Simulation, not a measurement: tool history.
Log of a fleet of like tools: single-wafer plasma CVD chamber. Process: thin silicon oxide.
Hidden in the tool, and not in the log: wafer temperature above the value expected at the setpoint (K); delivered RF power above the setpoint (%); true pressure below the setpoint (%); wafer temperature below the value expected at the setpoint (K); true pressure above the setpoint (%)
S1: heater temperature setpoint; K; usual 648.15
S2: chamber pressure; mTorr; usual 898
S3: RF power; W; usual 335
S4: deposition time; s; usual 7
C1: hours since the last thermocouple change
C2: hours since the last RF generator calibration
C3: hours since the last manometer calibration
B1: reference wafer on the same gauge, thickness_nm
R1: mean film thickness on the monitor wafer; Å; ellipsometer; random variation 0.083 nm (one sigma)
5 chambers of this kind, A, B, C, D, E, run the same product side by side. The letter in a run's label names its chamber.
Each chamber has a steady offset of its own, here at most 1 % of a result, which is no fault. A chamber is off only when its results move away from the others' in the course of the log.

run 1C hour=8.2 | S1=648.15 S2=898 S3=335 S4=7 | C1=936 C2=140.9 C3=781.7 | B1=14.974 | R1=151.07
run 2B hour=16.7 | S1=648.15 S2=898 S3=335 S4=7 | C1=274.8 C2=91.8 C3=347.2 | B1=15.033 | R1=151.47
run 3A hour=28.3 | S1=648.15 S2=898 S3=335 S4=7 | C1=369.3 C2=165.2 C3=1182.2 | B1=15.01 | R1=149.41
run 4D hour=43.4 | S1=648.15 S2=898 S3=335 S4=7 | C1=2778.9 C2=534.9 C3=212.1 | B1=15.034 | R1=151.46
run 5E hour=59.7 | S1=648.15 S2=898 S3=335 S4=7 | C1=1149.4 C2=154.4 C3=2259.8 | B1=14.985 | R1=151.75
run 6D hour=68.9 | S1=648.15 S2=898 S3=335 S4=7 | C1=2804.4 C2=560.4 C3=237.6 | B1=14.996 | R1=151.56
run 7E hour=76.8 | S1=648.15 S2=898 S3=335 S4=7 | C1=1166.5 C2=171.5 C3=2276.9 | B1=15.011 | R1=151.87
run 8A hour=88.4 | S1=648.15 S2=898 S3=335 S4=7 | C1=429.4 C2=225.3 C3=1242.3 | B1=14.985 | R1=149.47
run 9B hour=104.1 | S1=648.15 S2=898 S3=335 S4=7 | C1=362.2 C2=179.2 C3=434.6 | B1=14.989 | R1=151.45
run 10C hour=113.4 | S1=648.15 S2=898 S3=335 S4=7 | C1=1041.2 C2=246.1 C3=886.9 | B1=15.013 | R1=152.19
run 11C hour=124.9 | S1=648.15 S2=898 S3=335 S4=7 | C1=1052.7 C2=257.6 C3=898.4 | B1=15.013 | R1=152.11
-- hour=133.9 chamber E: thermocouple changed; heater temperature recalibrated
run 12B hour=135.5 | S1=648.15 S2=898 S3=335 S4=7 | C1=393.6 C2=210.6 C3=466 | B1=15.005 | R1=151.41
run 13E hour=148.1 | S1=648.15 S2=898 S3=335 S4=7 | C1=14.2 C2=242.8 C3=2348.2 | B1=14.996 | R1=150.77
run 14D hour=156.7 | S1=648.15 S2=898 S3=335 S4=7 | C1=2892.2 C2=648.2 C3=325.4 | B1=14.984 | R1=151.71
run 15A hour=168.5 | S1=648.15 S2=898 S3=335 S4=7 | C1=509.5 C2=305.4 C3=1322.4 | B1=15.01 | R1=149.63
run 16E hour=180 | S1=648.15 S2=898 S3=335 S4=7 | C1=46.1 C2=274.7 C3=2380.1 | B1=15.002 | R1=150.83
run 17C hour=194.7 | S1=640.15 S2=898 S3=335 S4=7.87 | C1=1122.5 C2=327.4 C3=968.2 | B1=15.011 | R1=171.94
run 18B hour=206.9 | S1=640.15 S2=898 S3=335 S4=7.87 | C1=465 C2=282 C3=537.4 | B1=15.015 | R1=168.77
run 19D hour=220.8 | S1=640.15 S2=898 S3=335 S4=7.87 | C1=2956.3 C2=712.3 C3=389.5 | B1=15.003 | R1=170.73
run 20A hour=230.4 | S1=640.15 S2=898 S3=335 S4=7.87 | C1=571.4 C2=367.3 C3=1384.3 | B1=15.006 | R1=169.33
run 21E hour=238.3 | S1=640.15 S2=898 S3=335 S4=7.87 | C1=104.4 C2=333 C3=2438.4 | B1=14.998 | R1=171.09
run 22A hour=250.2 | S1=648.15 S2=1028 S3=315 S4=7 | C1=591.2 C2=387.1 C3=1404.1 | B1=15.01 | R1=162.45
run 23D hour=259.7 | S1=648.15 S2=1028 S3=315 S4=7 | C1=2995.2 C2=751.2 C3=428.4 | B1=14.984 | R1=164.75
-- hour=261.4 chamber D: thermocouple changed; heater temperature recalibrated
run 24C hour=275.5 | S1=648.15 S2=1028 S3=315 S4=7 | C1=1203.3 C2=408.2 C3=1049 | B1=14.988 | R1=163.1
-- hour=276.9 chamber A: capacitance manometer re-zeroed and calibrated
run 25B hour=290.8 | S1=648.15 S2=1028 S3=315 S4=7 | C1=548.9 C2=365.9 C3=621.3 | B1=14.999 | R1=164.13
run 26A hour=299.6 | S1=648.15 S2=1028 S3=315 S4=7 | C1=640.6 C2=436.5 C3=22.8 | B1=14.989 | R1=154.05
run 27E hour=312.1 | S1=648.15 S2=1101 S3=395 S4=7 | C1=178.2 C2=406.8 C3=2512.2 | B1=14.985 | R1=185.55
run 28B hour=327.7 | S1=648.15 S2=1101 S3=395 S4=7 | C1=585.8 C2=402.8 C3=658.2 | B1=14.994 | R1=186.33
run 29C hour=339.7 | S1=648.15 S2=1101 S3=395 S4=7 | C1=1267.5 C2=472.4 C3=1113.2 | B1=14.991 | R1=187.09
-- hour=346.8 chamber D: RF generator calibrated
run 30D hour=351.8 | S1=648.15 S2=1101 S3=395 S4=7 | C1=90.4 C2=5 C3=520.5 | B1=14.991 | R1=187.64
-- hour=355.3 chamber E: capacitance manometer re-zeroed and calibrated
run 31E hour=365.5 | S1=648.15 S2=1101 S3=395 S4=7 | C1=231.6 C2=460.2 C3=10.3 | B1=14.982 | R1=186.04
run 32D hour=376.4 | S1=648.15 S2=898 S3=335 S4=7 | C1=115 C2=29.6 C3=545.1 | B1=14.977 | R1=152.39
run 33C hour=392.5 | S1=659.15 S2=898 S3=390 S4=7 | C1=1320.3 C2=525.2 C3=1166 | B1=14.981 | R1=160.68
run 34A hour=400.8 | S1=659.15 S2=898 S3=390 S4=7 | C1=741.8 C2=537.7 C3=124 | B1=14.993 | R1=147.73
run 35B hour=410.2 | S1=659.15 S2=898 S3=390 S4=7 | C1=668.3 C2=485.3 C3=740.7 | B1=15.019 | R1=158.42
run 36D hour=424.5 | S1=659.15 S2=898 S3=390 S4=7 | C1=163.1 C2=77.7 C3=593.2 | B1=15.016 | R1=160.3
run 37B hour=432 | S1=659.15 S2=898 S3=390 S4=7 | C1=690.1 C2=507.1 C3=762.5 | B1=14.994 | R1=158.5
run 38C hour=447.1 | S1=648.15 S2=898 S3=335 S4=7 | C1=1374.9 C2=579.8 C3=1220.6 | B1=15.028 | R1=151.36
run 39A hour=462.2 | S1=648.15 S2=1108 S3=335 S4=8.35 | C1=803.2 C2=599.1 C3=185.4 | B1=14.997 | R1=200.24
run 40E hour=476.8 | S1=648.15 S2=1108 S3=335 S4=8.35 | C1=342.9 C2=571.5 C3=121.6 | B1=14.982 | R1=210.47
run 41D hour=487.7 | S1=648.15 S2=1108 S3=335 S4=8.35 | C1=226.3 C2=140.9 C3=656.4 | B1=15.034 | R1=212.6

All 5 chambers run these settings next. Forecast each chamber's results:
run 42A hour=499.4 | S1=648.15 S2=898 S3=335 S4=7 | R1=?
run 42B hour=499.4 | S1=648.15 S2=898 S3=335 S4=7 | R1=?
run 42C hour=499.4 | S1=648.15 S2=898 S3=335 S4=7 | R1=?
run 42D hour=499.4 | S1=648.15 S2=898 S3=335 S4=7 | R1=?
run 42E hour=499.4 | S1=648.15 S2=898 S3=335 S4=7 | R1=?

run=42A R1=140.14
run=42B R1=150.67
run=42C R1=152.12
run=42D R1=150.73
run=42E R1=150.54
